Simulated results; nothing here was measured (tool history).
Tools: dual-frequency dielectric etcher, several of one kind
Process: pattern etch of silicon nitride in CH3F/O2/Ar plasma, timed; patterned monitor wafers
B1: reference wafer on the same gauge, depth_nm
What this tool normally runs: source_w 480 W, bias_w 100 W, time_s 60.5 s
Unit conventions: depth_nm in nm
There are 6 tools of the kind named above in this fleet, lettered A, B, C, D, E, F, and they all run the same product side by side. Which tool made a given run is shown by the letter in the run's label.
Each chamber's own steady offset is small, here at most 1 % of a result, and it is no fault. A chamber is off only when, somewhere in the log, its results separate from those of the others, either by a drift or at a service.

{"run": "1B", "hour": 3.4, "source_w": 480, "bias_w": 100, "time_s": 60.5, "B1": 46.593, "depth_nm": 51.159}
{"hour": 7.2, "done": "chamber D: source power generator calibrated"}
{"run": "2C", "hour": 8.3, "source_w": 480, "bias_w": 100, "time_s": 60.5, "B1": 46.59, "depth_nm": 50.797}
{"run": "3A", "hour": 13.0, "source_w": 480, "bias_w": 100, "time_s": 60.5, "B1": 46.567, "depth_nm": 51.339}
{"run": "4F", "hour": 17.3, "source_w": 480, "bias_w": 100, "time_s": 60.5, "B1": 46.585, "depth_nm": 51.151}
{"run": "5E", "hour": 21.9, "source_w": 480, "bias_w": 100, "time_s": 60.5, "B1": 46.621, "depth_nm": 51.355}
{"run": "6D", "hour": 24.8, "source_w": 480, "bias_w": 100, "time_s": 47.0, "B1": 46.605, "depth_nm": 39.545}
{"run": "7D", "hour": 29.3, "source_w": 480, "bias_w": 100, "time_s": 47.0, "B1": 46.577, "depth_nm": 39.577}
{"run": "8A", "hour": 33.6, "source_w": 480, "bias_w": 100, "time_s": 47.0, "B1": 46.602, "depth_nm": 40.043}
{"run": "9E", "hour": 38.5, "source_w": 480, "bias_w": 100, "time_s": 47.0, "B1": 46.555, "depth_nm": 39.682}
{"run": "10B", "hour": 41.8, "source_w": 480, "bias_w": 100, "time_s": 47.0, "B1": 46.609, "depth_nm": 39.329}
{"run": "11C", "hour": 44.1, "source_w": 480, "bias_w": 100, "time_s": 47.0, "B1": 46.56, "depth_nm": 39.409}
{"run": "12F", "hour": 48.9, "source_w": 480, "bias_w": 100, "time_s": 60.5, "B1": 46.588, "depth_nm": 50.519}
{"run": "13C", "hour": 51.4, "source_w": 480, "bias_w": 100, "time_s": 60.5, "B1": 46.612, "depth_nm": 51.388}
{"run": "14A", "hour": 56.1, "source_w": 480, "bias_w": 100, "time_s": 60.5, "B1": 46.593, "depth_nm": 50.91}
{"run": "15D", "hour": 58.3, "source_w": 480, "bias_w": 100, "time_s": 60.5, "B1": 46.605, "depth_nm": 51.058}
{"run": "16E", "hour": 62.9, "source_w": 480, "bias_w": 100, "time_s": 60.5, "B1": 46.629, "depth_nm": 51.151}
{"run": "17B", "hour": 66.5, "source_w": 480, "bias_w": 100, "time_s": 60.5, "B1": 46.577, "depth_nm": 50.676}
{"run": "18F", "hour": 68.7, "source_w": 580, "bias_w": 87, "time_s": 60.5, "B1": 46.614, "depth_nm": 51.437}
{"run": "19A", "hour": 73.3, "source_w": 580, "bias_w": 87, "time_s": 60.5, "B1": 46.616, "depth_nm": 52.074}
{"hour": 77.5, "done": "chamber F: source power generator calibrated"}
{"run": "20D", "hour": 77.5, "source_w": 580, "bias_w": 87, "time_s": 60.5, "B1": 46.59, "depth_nm": 51.932}
{"run": "21F", "hour": 80.9, "source_w": 580, "bias_w": 87, "time_s": 60.5, "B1": 46.664, "depth_nm": 51.195}
{"run": "22C", "hour": 85.6, "source_w": 580, "bias_w": 87, "time_s": 60.5, "B1": 46.604, "depth_nm": 51.983}
{"run": "23E", "hour": 89.7, "source_w": 580, "bias_w": 87, "time_s": 60.5, "B1": 46.6, "depth_nm": 52.547}
{"hour": 93.8, "done": "chamber C: wet clean of the chamber"}
{"run": "24B", "hour": 94.6, "source_w": 430, "bias_w": 100, "time_s": 73.0, "B1": 46.585, "depth_nm": 58.515}
{"run": "25F", "hour": 99.3, "source_w": 430, "bias_w": 100, "time_s": 73.0, "B1": 46.636, "depth_nm": 57.053}
{"run": "26A", "hour": 101.5, "source_w": 430, "bias_w": 100, "time_s": 73.0, "B1": 46.592, "depth_nm": 59.367}
{"run": "27C", "hour": 105.2, "source_w": 430, "bias_w": 100, "time_s": 73.0, "B1": 46.549, "depth_nm": 59.156}
{"run": "28B", "hour": 107.6, "source_w": 430, "bias_w": 100, "time_s": 73.0, "B1": 46.614, "depth_nm": 58.692}
{"run": "29D", "hour": 111.3, "source_w": 430, "bias_w": 100, "time_s": 73.0, "B1": 46.626, "depth_nm": 58.978}
{"run": "30E", "hour": 113.6, "source_w": 480, "bias_w": 100, "time_s": 60.5, "B1": 46.574, "depth_nm": 51.198}
{"run": "31E", "hour": 118.5, "source_w": 480, "bias_w": 100, "time_s": 60.5, "B1": 46.612, "depth_nm": 51.013}
{"run": "32F", "hour": 121.1, "source_w": 480, "bias_w": 100, "time_s": 60.5, "B1": 46.584, "depth_nm": 48.859}
{"run": "33B", "hour": 124.0, "source_w": 480, "bias_w": 100, "time_s": 60.5, "B1": 46.539, "depth_nm": 50.77}
{"run": "34C", "hour": 128.0, "source_w": 480, "bias_w": 100, "time_s": 60.5, "B1": 46.576, "depth_nm": 50.926}
{"run": "35D", "hour": 130.5, "source_w": 480, "bias_w": 100, "time_s": 60.5, "B1": 46.649, "depth_nm": 50.919}
{"run": "36A", "hour": 132.9, "source_w": 480, "bias_w": 100, "time_s": 60.5, "B1": 46.62, "depth_nm": 51.304}
{"run": "37B", "hour": 135.5, "source_w": 480, "bias_w": 100, "time_s": 60.5, "B1": 46.621, "depth_nm": 50.795}
{"run": "38C", "hour": 138.3, "source_w": 480, "bias_w": 100, "time_s": 60.5, "B1": 46.597, "depth_nm": 51.3}
{"run": "39E", "hour": 141.6, "source_w": 480, "bias_w": 100, "time_s": 60.5, "B1": 46.655, "depth_nm": 51.351}
{"run": "40F", "hour": 145.7, "source_w": 480, "bias_w": 100, "time_s": 60.5, "B1": 46.602, "depth_nm": 48.238}

What goes on in this fleet: one chamber off, a drifting gauge, or nothing beyond the chambers' own small offsets? Name the chamber and the cause, if any.

It is chamber F that slowly wanders off from its peers.
Most likely cause: etch rate under this chamber's usual, % = 5.07.

Below are 4 candidate recipes for chamber F's next run, each the usual settings with a change, their results shown as question marks. Which of them brings F's results back in line with what the other chambers give on the usual settings?
To be in line, a result may differ from the other chambers' mean on the usual settings by at most: depth_nm 0.660 nm
{"run": "41F-1", "hour": 149.3, "source_w": 490, "bias_w": 101, "time_s": 63.5, "depth_nm": "?"}
{"run": "41F-2", "hour": 149.3, "source_w": 470, "bias_w": 98, "time_s": 56.5, "depth_nm": "?"}
{"run": "41F-3", "hour": 149.3, "source_w": 480, "bias_w": 100, "time_s": 66.0, "depth_nm": "?"}
{"run": "41F-4", "hour": 149.3, "source_w": 470, "bias_w": 99, "time_s": 58.0, "depth_nm": "?"}

Average result of the remaining chambers running the usual settings: depth_nm 51.004 nm
run=41F-1 depth_nm=51.219
run=41F-2 depth_nm=44.395
run=41F-3 depth_nm=52.644
run=41F-4 depth_nm=45.739
The answer is 41F-1, which returns the chamber to within the allowed miss of the others.
